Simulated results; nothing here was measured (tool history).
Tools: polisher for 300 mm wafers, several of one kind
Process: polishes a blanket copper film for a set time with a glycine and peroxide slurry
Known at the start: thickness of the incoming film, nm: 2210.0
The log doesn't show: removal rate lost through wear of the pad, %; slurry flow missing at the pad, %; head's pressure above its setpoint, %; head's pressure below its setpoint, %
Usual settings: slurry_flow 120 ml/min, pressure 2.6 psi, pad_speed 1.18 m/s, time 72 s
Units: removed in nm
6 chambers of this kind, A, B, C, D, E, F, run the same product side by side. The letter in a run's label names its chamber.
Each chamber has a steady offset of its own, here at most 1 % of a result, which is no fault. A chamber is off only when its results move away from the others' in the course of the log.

run	day	slurry_flow	pressure	pad_speed	time	wafers polished on this pad	hours since the slurry nozzle was cleaned	hours since the head pressure was calibrated	removed
# day 0.200: chamber B: worn pad replaced by a new one
1F	0.271	120	2.6	1.18	72	409	170.9	808.1	430.87
# day 0.467: chamber D: worn pad replaced by a new one
2E	0.604	120	2.6	1.18	72	304	263.6	1379.6	422.17
# day 0.775: chamber A: worn pad replaced by a new one
3C	0.812	120	2.6	1.18	72	833	268.8	59.1	418.26
4B	1.029	120	2.6	1.18	72	161	142.5	252.7	426.78
5D	1.262	120	2.6	0.78	72	155	42.3	1332.6	300.76
6A	1.479	120	2.6	0.78	72	137	755.8	464.9	298.19
7A	1.850	120	2.6	0.78	72	210	764.7	473.8	294.95
8D	2.200	120	2.6	0.78	72	337	64.8	1355.1	293.33
# day 2.404: chamber C: worn pad replaced by a new one
9B	2.596	120	2.6	0.78	72	466	180.1	290.3	295.51
# day 2.958: chamber D: head pressure recalibrated
10E	2.971	120	2.6	0.78	72	765	320.4	1436.4	297.28
# day 2.992: chamber E: worn pad replaced by a new one
11C	3.171	120	2.6	1.18	72	149	325.4	115.7	415.78
12F	3.521	120	2.6	1.18	72	1043	248.9	886.1	419.19
13B	3.729	120	2.6	1.18	72	687	207.3	317.5	422.87
14F	4.138	120	2.6	1.18	72	1163	263.7	900.9	419.63
# day 4.279: chamber E: head pressure recalibrated
# day 4.396: chamber F: worn pad replaced by a new one
15E	4.421	120	2.6	1.18	72	279	355.2	3.4	419.94
# day 4.475: chamber B: worn pad replaced by a new one
16D	4.742	120	2.6	1.18	72	833	125.8	42.9	414.91
# day 4.846: chamber B: slurry nozzle cleaned
17A	4.975	120	2.6	1.18	72	819	839.7	548.8	424.59
18C	5.204	120	2.6	1.18	72	545	374.2	164.5	423.28
19E	5.604	120	2.6	1.18	72	509	383.6	31.8	423.06
20B	5.983	120	2.6	1.18	72	294	27.3	371.6	416.80
21F	6.258	120	2.6	1.18	72	363	314.6	951.8	428.34
22C	6.692	120	2.6	1.18	72	835	409.9	200.2	421.22
# day 7.004: chamber A: slurry nozzle cleaned
# day 7.071: chamber E: worn pad replaced by a new one
23D	7.125	120	2.6	1.18	72	1297	183.0	100.1	415.06
# day 7.354: chamber D: worn pad replaced by a new one
# day 7.362: chamber F: slurry nozzle cleaned
24A	7.417	120	2.6	1.18	72	1294	10.0	607.4	417.38
25B	7.679	120	2.6	1.18	72	625	68.0	412.3	422.54
# day 7.712: chamber A: worn pad replaced by a new one
# day 7.779: chamber C: worn pad replaced by a new one
26A	7.904	120	2.6	1.18	72	37	21.7	619.1	421.34
27D	8.154	120	2.6	1.18	72	156	207.7	124.8	425.62
28C	8.367	120	2.6	1.18	72	114	450.1	240.4	415.54
29E	8.629	120	2.6	1.18	72	304	456.2	104.4	423.12
# day 8.733: chamber B: worn pad replaced by a new one
30F	8.967	120	2.6	1.18	72	890	38.6	1016.8	432.52
# day 9.146: chamber B: head pressure recalibrated
31A	9.246	120	2.6	1.18	72	299	53.9	651.3	416.77
32E	9.508	120	2.6	1.18	72	475	477.3	125.5	422.79
33C	9.788	120	2.6	1.18	72	391	484.2	274.5	419.39
34F	10.008	145	2.6	1.18	63	1093	63.6	1041.8	386.43
35D	10.208	145	2.6	1.18	63	556	257.0	174.1	378.48
36B	10.404	145	2.6	1.18	63	325	133.4	30.3	376.14

All 6 chambers run these settings next. Forecast each chamber's results:
37A	10.733	120	2.6	1.18	88				?
37B	10.733	120	2.6	1.18	88				?
37C	10.733	120	2.6	1.18	88				?
37D	10.733	120	2.6	1.18	88				?
37E	10.733	120	2.6	1.18	88				?
37F	10.733	120	2.6	1.18	88				?

run	removed
37A	528.56
37B	523.37
37C	500.87
37D	515.28
37E	528.43
37F	518.23

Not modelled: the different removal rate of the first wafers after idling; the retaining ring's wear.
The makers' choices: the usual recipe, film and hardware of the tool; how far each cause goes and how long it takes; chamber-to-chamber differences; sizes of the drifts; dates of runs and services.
